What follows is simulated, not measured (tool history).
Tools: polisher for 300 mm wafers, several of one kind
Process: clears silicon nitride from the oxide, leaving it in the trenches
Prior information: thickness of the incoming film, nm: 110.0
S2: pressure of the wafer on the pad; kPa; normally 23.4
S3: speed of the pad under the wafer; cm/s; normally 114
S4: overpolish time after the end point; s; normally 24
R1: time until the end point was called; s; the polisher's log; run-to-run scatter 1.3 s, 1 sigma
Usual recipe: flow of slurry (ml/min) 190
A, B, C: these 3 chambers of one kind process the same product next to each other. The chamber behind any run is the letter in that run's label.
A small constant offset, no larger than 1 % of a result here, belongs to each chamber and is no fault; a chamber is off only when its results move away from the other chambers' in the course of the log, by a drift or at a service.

Run 1A, hour 9.1: usual settings. Result: R1 86.93 s.
At hour 16.7: chamber C: slurry nozzle cleaned.
Run 2B, hour 21: usual settings. Result: R1 83.537 s.
At hour 29.8: chamber A: worn pad replaced by a new one.
Run 3C, hour 30.1: usual settings. Result: R1 88.998 s.
Run 4B, hour 36.9: usual settings. Result: R1 83.919 s.
Run 5C, hour 44.5: usual settings. Result: R1 84.777 s.
Run 6A, hour 56.7: usual settings. Result: R1 84.507 s.
At hour 61.5: chamber B: worn pad replaced by a new one.
Run 7C, hour 66.7: usual settings. Result: R1 88.954 s.
At hour 71.7: chamber C: worn pad replaced by a new one.
Run 8B, hour 77: usual settings. Result: R1 87.042 s.
Run 9A, hour 85.6: usual settings but S3 100 cm/s, S4 34 s. Result: R1 97.683 s.
Run 10C, hour 95.7: usual settings but S3 100 cm/s, S4 34 s. Result: R1 97.534 s.
Run 11B, hour 108.6: usual settings but S3 100 cm/s, S4 34 s. Result: R1 98.177 s.
Run 12A, hour 121: usual settings. Result: R1 83.523 s.
Run 13B, hour 130.5: usual settings. Result: R1 83.021 s.
At hour 131: chamber B: worn pad replaced by a new one.
Run 14A, hour 143: usual settings but flow of slurry (ml/min) 125. Result: R1 93.753 s.
Run 15C, hour 155.2: usual settings but flow of slurry (ml/min) 125. Result: R1 90.417 s.
At hour 156.2: chamber C: head pressure recalibrated.
Run 16A, hour 163.2: usual settings but flow of slurry (ml/min) 125. Result: R1 92.629 s.
Run 17B, hour 173.3: usual settings but S2 28.3 kPa. Result: R1 70.405 s.
Run 18C, hour 181.2: usual settings but S2 28.3 kPa. Result: R1 77.451 s.
At hour 192.1: chamber C: worn pad replaced by a new one.
At hour 195.4: chamber A: worn pad replaced by a new one.
Run 19C, hour 195.4: usual settings but S2 28.3 kPa. Result: R1 76.392 s.
Run 20A, hour 208: usual settings. Result: R1 83.698 s.
At hour 213.6: chamber B: worn pad replaced by a new one.
Run 21B, hour 220.1: usual settings. Result: R1 85.192 s.
Run 22B, hour 232.3: usual settings. Result: R1 84.64 s.
Run 23C, hour 238.8: usual settings. Result: R1 91.504 s.
Run 24A, hour 245.5: usual settings. Result: R1 84.23 s.
Run 25A, hour 256.1: usual settings but S2 19.3 kPa. Result: R1 105.54 s.
Run 26C, hour 266: usual settings but S2 19.3 kPa. Result: R1 112.45 s.

Is one chamber off against the others, does the gauge drift, or is nothing wrong? If a chamber is off, say which, and what the likeliest cause is.

Chamber C came out of a service off from its peers and stayed that way.
Most likely cause: head's pressure below its setpoint, % = 7.5.

Which of the 4 candidates below, each the usual settings with something changed and its results left as question marks, puts chamber C back in line with what the other chambers give on the usual settings?
Counts as in line when no further than this from what the other chambers average on the usual settings: R1 4.4 s
Run 27C-1, hour 276.3: usual settings but S2 24.8 kPa, S3 118 cm/s. Result: R1 ?.
Run 27C-2, hour 276.3: usual settings but S3 104 cm/s. Result: R1 ?.
Run 27C-3, hour 276.3: usual settings but S2 25.5 kPa, S3 124 cm/s. Result: R1 ?.
Run 27C-4, hour 276.3: usual settings but S3 94 cm/s. Result: R1 ?.

On the usual settings, the other chambers give on average: R1 85.254 s
  run      R1
27C-1  85.117
27C-2  102.14
27C-3  78.834
27C-4  112.81
The right change is 27C-1: it brings the chamber back within the allowed miss of the others.
